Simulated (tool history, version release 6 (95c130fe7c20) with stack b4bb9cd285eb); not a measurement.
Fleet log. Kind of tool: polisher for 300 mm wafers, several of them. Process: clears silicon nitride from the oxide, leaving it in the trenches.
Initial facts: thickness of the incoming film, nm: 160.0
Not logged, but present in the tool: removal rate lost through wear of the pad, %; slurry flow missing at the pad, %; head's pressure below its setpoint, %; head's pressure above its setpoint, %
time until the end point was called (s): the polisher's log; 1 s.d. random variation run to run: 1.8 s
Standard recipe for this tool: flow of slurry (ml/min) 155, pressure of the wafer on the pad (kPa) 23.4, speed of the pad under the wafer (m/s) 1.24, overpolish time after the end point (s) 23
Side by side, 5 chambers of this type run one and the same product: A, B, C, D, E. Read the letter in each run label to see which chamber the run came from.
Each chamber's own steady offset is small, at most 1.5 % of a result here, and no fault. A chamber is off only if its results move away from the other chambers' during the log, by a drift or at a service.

run	hour	flow of slurry (ml/min)	pressure of the wafer on the pad (kPa)	speed of the pad under the wafer (m/s)	overpolish time after the end point (s)	wafers polished on this pad	hours since the slurry nozzle was cleaned	hours since the head pressure was calibrated	time until the end point was called (s)
1D	2.2	155	23.4	1.24	23	746	611.2	965.8	112.110
# hour 4.8: chamber D: slurry nozzle cleaned
2E	5.1	155	23.4	1.24	23	515	106.5	261.8	109.060
3B	7.7	155	23.4	1.24	23	86	266.4	613.2	111.040
4A	11.9	155	23.4	1.24	23	345	536.6	347.6	108.370
5C	14.8	155	23.4	1.24	23	979	54.9	325.6	109.070
6E	18.2	155	23.4	1.24	23	656	119.6	274.9	104.320
7B	22.3	155	23.4	1.24	23	244	281.0	627.8	112.350
8D	25.0	155	23.4	1.24	23	991	20.3	988.6	110.440
# hour 26.9: chamber A: head pressure recalibrated
# hour 29.9: chamber C: worn pad replaced by a new one
9C	29.9	155	23.4	1.24	23	0	70.0	340.7	109.160
10A	33.3	155	23.4	1.24	23	575	558.0	6.4	108.100
11A	36.0	175	23.4	1.24	23	604	560.7	9.1	105.560
12D	40.7	175	23.4	1.24	23	1160	36.0	1004.3	104.580
13C	43.4	175	23.4	1.24	23	145	83.5	354.2	105.610
14E	46.0	175	23.4	1.24	23	955	147.4	302.7	108.500
15B	48.9	175	23.4	1.24	23	530	307.6	654.4	106.840
16A	52.7	155	29.6	1.24	28	784	577.4	25.8	87.816
# hour 53.1: chamber B: worn pad replaced by a new one
# hour 55.2: chamber A: worn pad replaced by a new one
17E	57.0	155	29.6	1.24	28	1074	158.4	313.7	88.206
18C	60.4	155	29.6	1.24	28	328	100.5	371.2	86.784
# hour 60.6: chamber E: worn pad replaced by a new one
19D	63.2	155	29.6	1.24	28	1403	58.5	1026.8	87.865
20B	67.0	155	29.6	1.24	28	150	325.7	672.5	86.521
21D	72.1	155	23.4	1.24	23	1499	67.4	1035.7	114.600
# hour 75.4: chamber A: slurry nozzle cleaned
22C	76.9	155	23.4	1.24	23	506	117.0	387.7	107.620
23A	79.2	155	23.4	1.24	23	258	3.9	52.3	112.890
24B	83.0	200	23.4	1.24	23	322	341.7	688.5	105.930
25E	86.5	200	23.4	1.24	23	279	187.9	343.2	106.280
26D	88.7	200	23.4	1.24	23	1677	84.0	1052.3	109.870
27A	92.8	200	23.4	1.24	23	404	17.5	65.9	104.800
28C	95.4	200	23.4	1.24	23	705	135.5	406.2	106.340
29E	98.8	155	23.4	1.24	23	412	200.2	355.5	111.020
30B	101.3	155	23.4	1.24	23	520	360.0	706.8	110.080
31E	104.0	155	17.2	1.04	23	468	205.4	360.7	181.930
32A	107.2	155	17.2	1.04	23	560	31.9	80.3	180.080
33B	110.5	155	17.2	1.04	23	619	369.2	716.0	188.030
# hour 113.3: chamber B: worn pad replaced by a new one
34C	115.3	155	17.2	1.04	23	919	155.4	426.1	175.880
35D	118.1	155	17.2	1.04	23	1994	113.4	1081.7	193.250
36A	120.6	155	23.4	1.24	23	704	45.3	93.7	106.940
37C	124.3	155	23.4	1.24	23	1016	164.4	435.1	108.200
# hour 126.5: chamber C: worn pad replaced by a new one
# hour 126.6: chamber B: slurry nozzle cleaned
38B	127.3	155	23.4	1.24	23	151	0.8	732.8	110.300
39E	130.5	155	31.0	1.56	23	753	231.9	387.2	65.524
# hour 135.1: chamber A: worn pad replaced by a new one
40D	135.7	155	31.0	1.56	23	2184	131.0	1099.3	71.027
41D	138.6	155	31.0	1.56	23	2215	133.9	1102.2	71.946
42C	142.3	155	31.0	1.56	23	170	182.4	453.1	64.541
43B	145.1	155	31.0	1.56	23	342	18.6	750.6	67.968
44A	148.6	155	23.4	1.24	23	146	73.3	121.7	108.830

Has any chamber moved away from the others, gradually or after a service, or does the common gauge drift, or do the chambers differ only by their own small steady offsets? State the chamber and the most likely cause if one applies.

Chamber D drifts away from the others.
Most likely cause: removal rate lost through wear of the pad, % = 9.2.
Not necessarily distinguishable in this log from: slurry flow missing at the pad, %; head's pressure below its setpoint, %.

Here are 4 candidates for chamber D's next run, each the usual settings with a change, their results left as question marks. Which one brings its results back in line with what the others give on the usual settings?
Counts as in line when no further than this from what the other chambers average on the usual settings: time until the end point was called (s) 6.200
45D-1	152.2	155	22.1	1.18	23				?
45D-2	152.2	150	23.4	0.96	23				?
45D-3	152.2	155	23.4	1.56	23				?
45D-4	152.2	155	24.8	1.30	23				?

Other chambers, usual settings, mean: time until the end point was called (s) 109.360
run	time until the end point was called (s)
45D-1	136.410
45D-2	159.310
45D-3	96.759
45D-4	109.940
The answer is 45D-4, which returns the chamber to within the allowed miss of the others.
